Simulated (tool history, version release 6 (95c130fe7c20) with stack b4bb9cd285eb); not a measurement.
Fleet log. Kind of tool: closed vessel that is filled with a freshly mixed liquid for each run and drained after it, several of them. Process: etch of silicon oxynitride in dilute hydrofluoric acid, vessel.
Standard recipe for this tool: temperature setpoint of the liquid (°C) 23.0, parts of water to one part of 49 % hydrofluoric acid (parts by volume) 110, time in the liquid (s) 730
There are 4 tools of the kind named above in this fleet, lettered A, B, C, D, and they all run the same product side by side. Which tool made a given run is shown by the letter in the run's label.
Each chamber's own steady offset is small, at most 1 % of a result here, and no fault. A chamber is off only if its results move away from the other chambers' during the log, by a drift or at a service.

| run | hour | temperature setpoint of the liquid (°C) | parts of water to one part of 49 % hydrofluoric acid (parts by volume) | time in the liquid (s) | hours since the thermometer was replaced | hours since the hydrofluoric acid flow meter was replaced | read-back film thickness of the silicon oxynitride reference wafer, read on the same gauge (nm) | thickness taken off the silicon oxynitride on a monitor wafer (angstrom) |
|---|---|---|---|---|---|---|---|---|
| 1C | 4.7 | 23.0 | 110 | 730 | 104.8 | 1168.4 | 120.05 | 241.25 |
| 2B | 10.5 | 23.0 | 110 | 730 | 1023.7 | 114.6 | 120.00 | 241.02 |
| 3D | 14.9 | 23.0 | 110 | 730 | 556.9 | 167.5 | 119.98 | 243.67 |
| 4A | 18.8 | 23.0 | 110 | 730 | 1425.1 | 1611.5 | 120.02 | 241.65 |
| 5A | 22.9 | 23.0 | 110 | 730 | 1429.2 | 1615.6 | 120.00 | 240.13 |
| 6C | 28.5 | 23.0 | 110 | 730 | 128.6 | 1192.2 | 119.97 | 242.74 |
| 7B | 35.4 | 23.0 | 110 | 730 | 1048.6 | 139.5 | 120.01 | 237.61 |
| 8D | 41.0 | 23.0 | 110 | 730 | 583.0 | 193.6 | 119.98 | 239.83 |
| 9D | 45.3 | 23.0 | 110 | 730 | 587.3 | 197.9 | 120.02 | 236.76 |
| 10B | 50.8 | 25.0 | 110 | 730 | 1064.0 | 154.9 | 120.02 | 263.45 |
| 11C | 54.9 | 25.0 | 110 | 730 | 155.0 | 1218.6 | 120.03 | 269.79 |
| 12A | 60.2 | 25.0 | 110 | 730 | 1466.5 | 1652.9 | 120.02 | 265.50 |
| 13C | 65.4 | 25.0 | 110 | 730 | 165.5 | 1229.1 | 120.00 | 266.00 |
| 14A | 72.4 | 23.0 | 110 | 1100 | 1478.7 | 1665.1 | 119.95 | 365.80 |
| 15D | 78.5 | 23.0 | 110 | 1100 | 620.5 | 231.1 | 119.99 | 362.14 |
| 16B | 81.7 | 23.0 | 110 | 1100 | 1094.9 | 185.8 | 119.99 | 365.58 |
| 17D | 87.5 | 23.0 | 110 | 1100 | 629.5 | 240.1 | 120.03 | 362.41 |
| 18B | 94.5 | 23.0 | 110 | 730 | 1107.7 | 198.6 | 119.97 | 239.85 |
| 19C | 98.2 | 23.0 | 110 | 730 | 198.3 | 1261.9 | 119.98 | 242.93 |
| 20A | 104.1 | 23.0 | 110 | 730 | 1510.4 | 1696.8 | 120.02 | 241.17 |
| 21A | 107.3 | 23.0 | 110 | 730 | 1513.6 | 1700.0 | 120.02 | 240.68 |
| 22B | 112.6 | 23.0 | 110 | 730 | 1125.8 | 216.7 | 120.01 | 242.57 |
| 23C | 119.7 | 23.0 | 110 | 730 | 219.8 | 1283.4 | 119.98 | 244.13 |
| 24D | 126.0 | 20.5 | 110 | 595 | 668.0 | 278.6 | 120.04 | 173.76 |
| 25B | 129.2 | 20.5 | 110 | 595 | 1142.4 | 233.3 | 120.01 | 177.93 |
| 26A | 133.8 | 20.5 | 110 | 595 | 1540.1 | 1726.5 | 120.02 | 175.32 |
| 27C | 139.8 | 20.5 | 110 | 595 | 239.9 | 1303.5 | 119.97 | 173.84 |
| 28D | 143.4 | 23.0 | 110 | 730 | 685.4 | 296.0 | 119.97 | 236.75 |
| 29C | 149.1 | 23.0 | 110 | 730 | 249.2 | 1312.8 | 120.03 | 244.53 |
| 30A | 156.1 | 23.0 | 110 | 730 | 1562.4 | 1748.8 | 120.02 | 239.66 |
| 31D | 159.5 | 23.0 | 110 | 730 | 701.5 | 312.1 | 119.97 | 241.74 |
| 32B | 166.1 | 23.0 | 150 | 730 | 1179.3 | 270.2 | 119.98 | 179.35 |

Read the log: is a single chamber off, either drifting away or since a service, is the gauge that measures every chamber drifting, or is nothing wrong beyond small per-chamber offsets? Name any odd chamber and what most likely caused it.

Little by little, chamber B moves away from the other chambers.
What lies behind it: liquid hotter than its thermometer reads (K) = 1.09.
Not necessarily distinguishable in this log from: hydrofluoric acid flow above the setpoint (%).

Chamber B could run next with any of the 4 candidate recipes listed below; each alters the usual settings, and their results appear as question marks. Which one brings its results back in line with what the other chambers deliver on the usual settings?
To be in line, a result may differ from the other chambers' mean on the usual settings by at most: thickness taken off the silicon oxynitride on a monitor wafer (angstrom) 5.70
| 33B-1 | 171.2 | 23.0 | 105 | 730 |  |  |  | ? |
| 33B-2 | 171.2 | 23.0 | 115 | 700 |  |  |  | ? |
| 33B-3 | 171.2 | 23.0 | 110 | 700 |  |  |  | ? |
| 33B-4 | 171.2 | 23.0 | 105 | 760 |  |  |  | ? |

What the other chambers average on the usual settings: thickness taken off the silicon oxynitride on a monitor wafer (angstrom) 241.34
| run | thickness taken off the silicon oxynitride on a monitor wafer (angstrom) |
|---|---|
| 33B-1 | 265.77 |
| 33B-2 | 230.59 |
| 33B-3 | 242.17 |
| 33B-4 | 276.69 |
Change 33B-3 lands the chamber within the allowed miss of the other chambers.
